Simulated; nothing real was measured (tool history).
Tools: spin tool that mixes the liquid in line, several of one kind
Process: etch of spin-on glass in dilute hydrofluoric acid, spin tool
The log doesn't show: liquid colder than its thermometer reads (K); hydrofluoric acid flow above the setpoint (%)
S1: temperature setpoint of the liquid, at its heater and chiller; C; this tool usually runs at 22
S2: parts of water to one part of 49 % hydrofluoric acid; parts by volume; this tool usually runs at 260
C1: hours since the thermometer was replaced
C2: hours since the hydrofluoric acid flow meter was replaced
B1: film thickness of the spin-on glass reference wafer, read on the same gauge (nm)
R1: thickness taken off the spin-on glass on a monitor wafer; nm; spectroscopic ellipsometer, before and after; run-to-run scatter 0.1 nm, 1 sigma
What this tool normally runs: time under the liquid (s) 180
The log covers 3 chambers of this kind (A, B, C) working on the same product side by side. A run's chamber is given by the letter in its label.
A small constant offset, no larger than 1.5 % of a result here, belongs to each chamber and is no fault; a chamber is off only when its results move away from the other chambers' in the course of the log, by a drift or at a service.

Run 1B, day 0.204: usual settings; C1 1910.6; C2 1393.9; B1 130.02. Result: R1 19.881 nm.
Run 2C, day 0.592: usual settings; C1 1856.9; C2 488.6; B1 129.98. Result: R1 19.542 nm.
Run 3A, day 1.046: usual settings; C1 1658.2; C2 410.3; B1 129.98. Result: R1 20.085 nm.
Run 4B, day 1.279: usual settings; C1 1936.4; C2 1419.7; B1 129.96. Result: R1 19.897 nm.
Run 5C, day 1.592: usual settings but S1 25 C; C1 1880.9; C2 512.6; B1 130.01. Result: R1 21.946 nm.
Run 6A, day 1.871: usual settings but S1 25 C; C1 1678; C2 430.1; B1 129.95. Result: R1 22.25 nm.
Run 7C, day 2.108: usual settings but S1 25 C; C1 1893.3; C2 525; B1 129.99. Result: R1 21.771 nm.
Run 8A, day 2.392: usual settings; C1 1690.5; C2 442.6; B1 130. Result: R1 19.859 nm.
Run 9B, day 2.754: usual settings; C1 1971.8; C2 1455.1; B1 130.04. Result: R1 20.055 nm.
Run 10C, day 3.167: usual settings; C1 1918.7; C2 550.4; B1 129.97. Result: R1 19.487 nm.
Run 11A, day 3.479: usual settings; C1 1716.6; C2 468.7; B1 130.02. Result: R1 19.737 nm.
Run 12B, day 3.892: usual settings; C1 1999.1; C2 1482.4; B1 130.02. Result: R1 19.871 nm.
Run 13A, day 4.246: usual settings; C1 1735; C2 487.1; B1 129.98. Result: R1 19.664 nm.
Run 14B, day 4.538: usual settings; C1 2014.6; C2 1497.9; B1 130.04. Result: R1 20.143 nm.
Run 15C, day 4.938: usual settings; C1 1961.2; C2 592.9; B1 130.03. Result: R1 19.445 nm.
Run 16A, day 5.217: usual settings; C1 1758.3; C2 510.4; B1 130.01. Result: R1 19.888 nm.
Run 17C, day 5.638: usual settings but S2 375 parts by volume; C1 1978; C2 609.7; B1 130. Result: R1 12.156 nm.
Run 18B, day 6.088: usual settings but S2 375 parts by volume; C1 2051.8; C2 1535.1; B1 129.97. Result: R1 12.576 nm.
Run 19C, day 6.354: usual settings but S2 375 parts by volume; C1 1995.2; C2 626.9; B1 130.05. Result: R1 12.062 nm.
Run 20A, day 6.571: usual settings; C1 1790.8; C2 542.9; B1 129.99. Result: R1 19.997 nm.
Run 21B, day 6.875: usual settings but S1 17.5 C, time under the liquid (s) 100; C1 2070.7; C2 1554; B1 129.95. Result: R1 9.2975 nm.
At day 6.883: chamber C: hydrofluoric acid flow meter replaced.
Run 22C, day 7.333: usual settings but S1 17.5 C, time under the liquid (s) 100; C1 2018.7; C2 10.9; B1 130.01. Result: R1 9.1252 nm.
At day 7.371: chamber B: hydrofluoric acid flow meter replaced.
Run 23A, day 7.688: usual settings but S1 17.5 C, time under the liquid (s) 100; C1 1817.6; C2 569.7; B1 129.99. Result: R1 9.2746 nm.
Run 24B, day 7.912: usual settings; C1 2095.6; C2 13.1; B1 130.01. Result: R1 19.881 nm.
Run 25B, day 8.308: usual settings; C1 2105.1; C2 22.6; B1 129.98. Result: R1 19.796 nm.
Run 26A, day 8.754: usual settings; C1 1843.2; C2 595.3; B1 130.02. Result: R1 19.775 nm.
Run 27C, day 8.958: usual settings; C1 2057.7; C2 49.9; B1 130. Result: R1 19.494 nm.
Run 28A, day 9.367: usual settings; C1 1857.9; C2 610; B1 129.99. Result: R1 19.894 nm.

Has any chamber moved away from the others, gradually or after a service, or does the common gauge drift, or do the chambers differ only by their own small steady offsets? State the chamber and the most likely cause if one applies.

All chambers stay in line apart from their small fixed offsets, and the gauge does not drift.
